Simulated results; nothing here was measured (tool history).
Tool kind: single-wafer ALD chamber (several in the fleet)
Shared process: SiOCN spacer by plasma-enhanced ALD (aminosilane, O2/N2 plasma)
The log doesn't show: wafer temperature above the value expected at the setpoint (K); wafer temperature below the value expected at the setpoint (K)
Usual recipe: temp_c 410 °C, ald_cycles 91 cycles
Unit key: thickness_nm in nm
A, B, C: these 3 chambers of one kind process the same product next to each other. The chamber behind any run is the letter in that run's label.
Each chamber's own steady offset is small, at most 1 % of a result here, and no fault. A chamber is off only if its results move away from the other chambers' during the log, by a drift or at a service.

run	hour	temp_c	ald_cycles	hours since the last thermocouple change	read-back reference wafer on the same gauge, thickness_nm	thickness_nm
1B	6	410	91	1064	5.7368	5.3153
2A	12.7	410	91	1980.6	5.7389	5.272
3C	19.9	410	91	1847.1	5.7415	5.3171
4A	25.2	410	91	1993.1	5.7446	5.2473
5C	33.5	410	91	1860.7	5.7446	5.3374
6B	38.2	410	91	1096.2	5.7381	5.3147
7A	45.9	410	91	2013.8	5.7374	5.2622
8C	51	410	91	1878.2	5.7406	5.322
9B	55.3	422	91	1113.3	5.7349	5.095
10B	61.6	422	91	1119.6	5.7411	5.111
11C	69.7	422	91	1896.9	5.7358	5.1413
12A	78.9	410	91	2046.8	5.7393	5.2799
13A	84.9	410	91	2052.8	5.7365	5.2732
14B	93.4	410	91	1151.4	5.745	5.3217
15C	99.8	403	101	1927	5.7381	6.0245
16B	105.8	403	101	1163.8	5.7402	5.9973
17A	113.5	403	101	2081.4	5.7452	5.9824
# hour 114.3: chamber B: thermocouple changed; heater temperature recalibrated
18C	120.7	410	91	1947.9	5.7385	5.3272
19A	129.2	410	91	2097.1	5.7405	5.2929
20C	136.4	410	91	1963.6	5.7426	5.3563
21B	142.1	410	91	27.8	5.7399	5.3382
22B	148.7	410	91	34.4	5.7463	5.3071
23C	153.3	410	91	1980.5	5.7387	5.3445
24A	158.5	410	91	2126.4	5.7424	5.2674
25C	165.4	410	91	1992.6	5.7392	5.3201
26B	174.2	419	91	59.9	5.7369	5.1704
27A	180	419	91	2147.9	5.7388	5.1258
28B	185.9	419	91	71.6	5.7421	5.1488
29A	194.7	410	91	2162.6	5.7371	5.2801
30C	202.7	410	91	2029.9	5.7403	5.3335
31A	207.6	410	91	2175.5	5.7454	5.2526
32B	212.9	410	91	98.6	5.7351	5.3555
33C	220.1	410	91	2047.3	5.7439	5.3281
34C	224.1	410	91	2051.3	5.7345	5.3212
35B	228.6	410	91	114.3	5.7428	5.2963
36A	237.2	410	91	2205.1	5.738	5.2732
37C	243.8	410	91	2071	5.7397	5.3463
38A	248.5	410	91	2216.4	5.7397	5.2805
39B	256.8	410	91	142.5	5.7378	5.3221
40C	263.3	410	78	2090.5	5.7436	4.5682
41A	270.5	410	78	2238.4	5.7363	4.5235
42B	274.9	410	78	160.6	5.7409	4.5514
43A	283.2	424	91	2251.1	5.7385	5.0758
44B	287.7	424	91	173.4	5.7434	5.0943

Each of the 3 chambers runs these same settings next. Fill in every chamber's results:
45A	294.3	410	91			?
45B	294.3	410	91			?
45C	294.3	410	91			?

run	thickness_nm
45A	5.2596
45B	5.3285
45C	5.3637

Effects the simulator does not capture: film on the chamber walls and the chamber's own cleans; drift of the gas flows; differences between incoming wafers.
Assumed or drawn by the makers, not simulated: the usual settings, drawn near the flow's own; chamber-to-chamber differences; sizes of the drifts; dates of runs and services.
